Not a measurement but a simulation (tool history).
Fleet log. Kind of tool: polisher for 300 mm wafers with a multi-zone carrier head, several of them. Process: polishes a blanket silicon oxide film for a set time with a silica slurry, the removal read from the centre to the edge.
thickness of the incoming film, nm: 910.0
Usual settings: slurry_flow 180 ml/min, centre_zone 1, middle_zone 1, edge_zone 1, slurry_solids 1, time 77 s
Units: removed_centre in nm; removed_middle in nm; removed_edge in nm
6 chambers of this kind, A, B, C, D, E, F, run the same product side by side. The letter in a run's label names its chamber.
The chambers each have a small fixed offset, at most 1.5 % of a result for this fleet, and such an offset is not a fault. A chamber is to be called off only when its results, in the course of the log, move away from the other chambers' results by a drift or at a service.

At hour 0.5: chamber C: worn pad replaced by a new one.
At hour 2: chamber A: slurry nozzle cleaned.
Run 1E, hour 4.2: usual settings. Result: removed_centre 237.21 nm, removed_middle 237.63 nm, removed_edge 235.52 nm.
Run 2C, hour 9: usual settings. Result: removed_centre 239.76 nm, removed_middle 237.91 nm, removed_edge 236.83 nm.
Run 3D, hour 14.7: usual settings. Result: removed_centre 239.05 nm, removed_middle 233.8 nm, removed_edge 235.98 nm.
Run 4F, hour 21.9: usual settings. Result: removed_centre 234.02 nm, removed_middle 234.75 nm, removed_edge 232.63 nm.
Run 5B, hour 27: usual settings. Result: removed_centre 233.83 nm, removed_middle 237.31 nm, removed_edge 234.41 nm.
Run 6A, hour 32.2: usual settings but time 62 s. Result: removed_centre 192.53 nm, removed_middle 193.41 nm, removed_edge 190.17 nm.
Run 7F, hour 37.9: usual settings but time 62 s. Result: removed_centre 189.9 nm, removed_middle 193.93 nm, removed_edge 190.65 nm.
At hour 40.5: chamber B: slurry nozzle cleaned.
Run 8A, hour 45: usual settings but time 62 s. Result: removed_centre 191.92 nm, removed_middle 191.35 nm, removed_edge 191.35 nm.
Run 9B, hour 48.2: usual settings but time 62 s. Result: removed_centre 190.99 nm, removed_middle 188.58 nm, removed_edge 189.11 nm.
Run 10E, hour 52.3: usual settings but time 62 s. Result: removed_centre 194.25 nm, removed_middle 192.86 nm, removed_edge 193.14 nm.
At hour 57.6: chamber A: worn pad replaced by a new one.
Run 11C, hour 57.7: usual settings but time 62 s. Result: removed_centre 190.21 nm, removed_middle 189.14 nm, removed_edge 189.37 nm.
Run 12D, hour 61.2: usual settings. Result: removed_centre 236.81 nm, removed_middle 236.47 nm, removed_edge 238.22 nm.
Run 13C, hour 64.4: usual settings. Result: removed_centre 232.18 nm, removed_middle 235.52 nm, removed_edge 236.87 nm.
At hour 65.5: chamber E: slurry nozzle cleaned.
Run 14F, hour 70.3: usual settings but slurry_solids 0.85. Result: removed_centre 224.21 nm, removed_middle 220.37 nm, removed_edge 219.07 nm.
At hour 74.1: chamber B: worn pad replaced by a new one.
Run 15A, hour 77.1: usual settings but slurry_solids 0.85. Result: removed_centre 217.39 nm, removed_middle 223.61 nm, removed_edge 219.8 nm.
Run 16E, hour 81.8: usual settings but slurry_solids 0.85. Result: removed_centre 217.62 nm, removed_middle 216.8 nm, removed_edge 221.11 nm.
Run 17D, hour 86.1: usual settings but slurry_solids 0.85. Result: removed_centre 218.58 nm, removed_middle 218.17 nm, removed_edge 220.68 nm.
Run 18B, hour 91.5: usual settings but slurry_solids 0.85. Result: removed_centre 219.49 nm, removed_middle 221.4 nm, removed_edge 218.72 nm.
Run 19B, hour 95.2: usual settings but slurry_solids 0.85. Result: removed_centre 218.12 nm, removed_middle 219.51 nm, removed_edge 217.33 nm.
Run 20F, hour 99.2: usual settings. Result: removed_centre 236.19 nm, removed_middle 239.48 nm, removed_edge 234.44 nm.
Run 21A, hour 102.4: usual settings. Result: removed_centre 234.04 nm, removed_middle 240.97 nm, removed_edge 235.87 nm.
Run 22E, hour 108.8: usual settings. Result: removed_centre 233.6 nm, removed_middle 235.05 nm, removed_edge 238.7 nm.
Run 23D, hour 112.1: usual settings. Result: removed_centre 238.84 nm, removed_middle 233.04 nm, removed_edge 238.98 nm.
Run 24C, hour 116.9: usual settings. Result: removed_centre 226.14 nm, removed_middle 235.53 nm, removed_edge 235.43 nm.
Run 25B, hour 120.6: usual settings. Result: removed_centre 237.72 nm, removed_middle 239.17 nm, removed_edge 236.7 nm.
Run 26D, hour 126.8: usual settings. Result: removed_centre 235.18 nm, removed_middle 235.71 nm, removed_edge 238.1 nm.
Run 27F, hour 131.4: usual settings. Result: removed_centre 235.21 nm, removed_middle 240.15 nm, removed_edge 237.33 nm.
At hour 134.4: chamber D: worn pad replaced by a new one.
Run 28A, hour 135.3: usual settings. Result: removed_centre 236.85 nm, removed_middle 236.56 nm, removed_edge 235.51 nm.
At hour 137.5: chamber F: worn pad replaced by a new one.
Run 29E, hour 138.7: usual settings but centre_zone 1.04. Result: removed_centre 241.03 nm, removed_middle 237.67 nm, removed_edge 239.95 nm.
Run 30C, hour 145.9: usual settings but centre_zone 1.04. Result: removed_centre 227.7 nm, removed_middle 235.55 nm, removed_edge 234.61 nm.
At hour 149.3: chamber E: worn pad replaced by a new one.
Run 31B, hour 152.2: usual settings but centre_zone 1.04. Result: removed_centre 243.1 nm, removed_middle 236.41 nm, removed_edge 235.18 nm.
Run 32C, hour 159.1: usual settings but centre_zone 1.04. Result: removed_centre 227.13 nm, removed_middle 236.55 nm, removed_edge 239.72 nm.
At hour 159.7: chamber D: slurry nozzle cleaned.
Run 33D, hour 164: usual settings but centre_zone 1.04. Result: removed_centre 240.98 nm, removed_middle 237.27 nm, removed_edge 238.9 nm.
At hour 167.7: chamber B: worn pad replaced by a new one.
Run 34A, hour 171.2: usual settings but centre_zone 1.04. Result: removed_centre 244.49 nm, removed_middle 241.45 nm, removed_edge 236.51 nm.
Run 35E, hour 174.9: usual settings. Result: removed_centre 234.06 nm, removed_middle 237.87 nm, removed_edge 240.65 nm.
At hour 176: chamber F: slurry nozzle cleaned.
Run 36F, hour 179.7: usual settings but slurry_flow 145 ml/min. Result: removed_centre 229 nm, removed_middle 230.41 nm, removed_edge 228.11 nm.
Run 37B, hour 184.6: usual settings but slurry_flow 145 ml/min. Result: removed_centre 226.72 nm, removed_middle 231.43 nm, removed_edge 231.61 nm.
At hour 188.4: chamber A: worn pad replaced by a new one.
Run 38A, hour 188.8: usual settings but slurry_flow 145 ml/min. Result: removed_centre 229.86 nm, removed_middle 230.82 nm, removed_edge 229.5 nm.
Run 39D, hour 193.2: usual settings but slurry_flow 145 ml/min. Result: removed_centre 228.46 nm, removed_middle 226.87 nm, removed_edge 227.2 nm.

The same settings go to every chamber for the next run, one line per chamber below. Forecast the results for each:
Run 40A, hour 198.4: usual settings. Result: removed_centre ?, removed_middle ?, removed_edge ?.
Run 40B, hour 198.4: usual settings. Result: removed_centre ?, removed_middle ?, removed_edge ?.
Run 40C, hour 198.4: usual settings. Result: removed_centre ?, removed_middle ?, removed_edge ?.
Run 40D, hour 198.4: usual settings. Result: removed_centre ?, removed_middle ?, removed_edge ?.
Run 40E, hour 198.4: usual settings. Result: removed_centre ?, removed_middle ?, removed_edge ?.
Run 40F, hour 198.4: usual settings. Result: removed_centre ?, removed_middle ?, removed_edge ?.

run  removed_centre  removed_middle  removed_edge
40A          240.83          239.89        238.63
40B          236.51          235.23        233.48
40C          207.72          233.13        236.88
40D          236.69          238.14         239.2
40E          238.24          233.44        239.68
40F           238.7          238.95        235.19
